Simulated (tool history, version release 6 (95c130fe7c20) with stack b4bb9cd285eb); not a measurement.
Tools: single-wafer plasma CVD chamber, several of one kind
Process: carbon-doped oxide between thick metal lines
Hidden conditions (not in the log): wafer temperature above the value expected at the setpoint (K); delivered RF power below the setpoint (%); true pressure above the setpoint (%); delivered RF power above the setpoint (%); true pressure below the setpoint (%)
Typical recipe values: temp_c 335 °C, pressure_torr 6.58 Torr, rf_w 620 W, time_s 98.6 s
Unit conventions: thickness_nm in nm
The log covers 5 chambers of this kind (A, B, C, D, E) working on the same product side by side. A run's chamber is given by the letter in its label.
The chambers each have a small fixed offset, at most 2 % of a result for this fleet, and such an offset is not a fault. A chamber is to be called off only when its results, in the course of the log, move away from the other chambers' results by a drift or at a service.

run	hour	temp_c	pressure_torr	rf_w	time_s	hours since the last thermocouple change	hours since the last RF generator calibration	hours since the last manometer calibration	read-back reference wafer on the same gauge, thickness_nm	thickness_nm
1E	10.2	335	6.58	620	98.6	24.3	1749.4	1645.9	611.20	621.09
2A	20.5	335	6.58	620	98.6	253.1	1307.0	191.9	610.33	616.66
3D	29.5	335	6.58	620	98.6	2051.0	353.5	375.2	611.48	615.81
4C	39.0	335	6.58	620	98.6	1331.0	752.0	2088.4	610.67	613.13
# hour 39.6: chamber B: RF generator calibrated
5B	45.1	335	6.58	620	98.6	502.9	5.6	559.6	611.04	619.39
6E	53.0	335	6.58	620	98.6	67.1	1792.2	1688.7	611.34	622.45
7C	63.3	335	6.58	620	98.6	1355.3	776.3	2112.7	611.06	610.97
8D	68.0	335	6.58	510	98.6	2089.5	392.0	413.7	610.97	544.48
9A	78.1	335	6.58	510	98.6	310.7	1364.6	249.5	610.66	546.56
10B	83.9	335	6.58	510	98.6	541.7	44.4	598.4	610.35	553.74
11D	90.8	335	6.58	510	98.6	2112.3	414.8	436.5	610.31	547.56
12B	101.4	335	6.58	510	98.6	559.2	61.9	615.9	610.92	549.34
13A	106.6	324	6.58	720	98.6	339.2	1393.1	278.0	610.91	695.94
14E	111.3	324	6.58	720	98.6	125.4	1850.5	1747.0	611.62	702.36
15C	116.5	324	6.58	720	98.6	1408.5	829.5	2165.9	611.04	695.95
16A	124.2	324	6.58	720	98.6	356.8	1410.7	295.6	611.44	691.45
17C	131.6	324	6.58	720	98.6	1423.6	844.6	2181.0	611.04	689.91
18E	139.2	335	6.58	620	98.6	153.3	1878.4	1774.9	610.67	621.46
19D	148.6	335	6.58	620	98.6	2170.1	472.6	494.3	610.71	614.80
20B	153.7	335	6.58	620	98.6	611.5	114.2	668.2	611.41	617.66
21B	162.3	335	6.58	620	98.6	620.1	122.8	676.8	610.97	618.54
22D	170.5	335	6.58	620	98.6	2192.0	494.5	516.2	610.99	616.67
23E	176.5	344	6.58	505	98.6	190.6	1915.7	1812.2	611.11	539.07
24C	181.9	344	6.58	505	98.6	1473.9	894.9	2231.3	610.88	526.07
25A	189.6	344	6.58	505	98.6	422.2	1476.1	361.0	611.66	525.16
26C	197.0	344	6.58	505	98.6	1489.0	910.0	2246.4	610.78	529.78
27E	204.5	344	6.58	505	98.6	218.6	1943.7	1840.2	610.77	535.38
28D	209.3	335	6.58	620	98.6	2230.8	533.3	555.0	610.70	614.02
29B	215.4	335	6.58	620	98.6	673.2	175.9	729.9	611.25	619.29
30A	221.3	335	5.48	620	92.7	453.9	1507.8	392.7	611.04	561.42
31D	231.7	335	5.48	620	92.7	2253.2	555.7	577.4	611.09	568.21
32C	240.6	335	5.48	620	92.7	1532.6	953.6	2290.0	610.69	561.32
33B	249.9	335	5.48	620	92.7	707.7	210.4	764.4	610.63	573.92
34E	256.2	335	5.48	620	92.7	270.3	1995.4	1891.9	611.22	569.01
# hour 263.6: chamber E: RF generator calibrated
35A	265.1	335	6.58	620	98.6	497.7	1551.6	436.5	611.25	604.83
36E	270.4	335	6.58	620	98.6	284.5	6.9	1906.1	610.89	620.01
37D	277.5	335	6.58	620	106.9	2299.0	601.5	623.2	610.91	666.29
38C	283.0	335	6.58	620	106.9	1575.0	996.0	2332.4	610.83	668.21
39A	288.6	335	6.58	620	106.9	521.2	1575.1	460.0	610.62	653.68
40B	297.1	335	6.58	620	106.9	754.9	257.6	811.6	610.87	669.32
41B	306.3	335	6.58	620	106.9	764.1	266.8	820.8	610.64	670.33
42C	314.5	335	6.58	620	98.6	1606.5	1027.5	2363.9	610.96	610.88
43A	321.5	335	6.58	620	98.6	554.1	1608.0	492.9	611.31	605.96
44E	327.1	335	6.58	620	98.6	341.2	63.6	1962.8	610.67	623.24

Read the log: is a single chamber off, either drifting away or since a service, is the gauge that measures every chamber drifting, or is nothing wrong beyond small per-chamber offsets? Name any odd chamber and what most likely caused it.

Little by little, chamber A moves away from the other chambers.
Most likely cause: delivered RF power below the setpoint (%) = 4.13.

Which of the 4 candidates below, each the usual settings with something changed and its results left as question marks, puts chamber A back in line with what the other chambers give on the usual settings?
In line means no further than this from the other chambers' mean on the usual settings: thickness_nm 7.20 nm
45A-1	334.9	344	6.58	620	98.6					?
45A-2	334.9	333	6.71	670	98.6					?
45A-3	334.9	335	6.58	605	94.4					?
45A-4	334.9	335	6.60	625	100.5					?

The other chambers' mean on the usual settings: thickness_nm 617.31 nm
run	thickness_nm
45A-1	586.39
45A-2	635.16
45A-3	568.04
45A-4	616.51
It is 45A-4 that realigns the chamber with its peers.
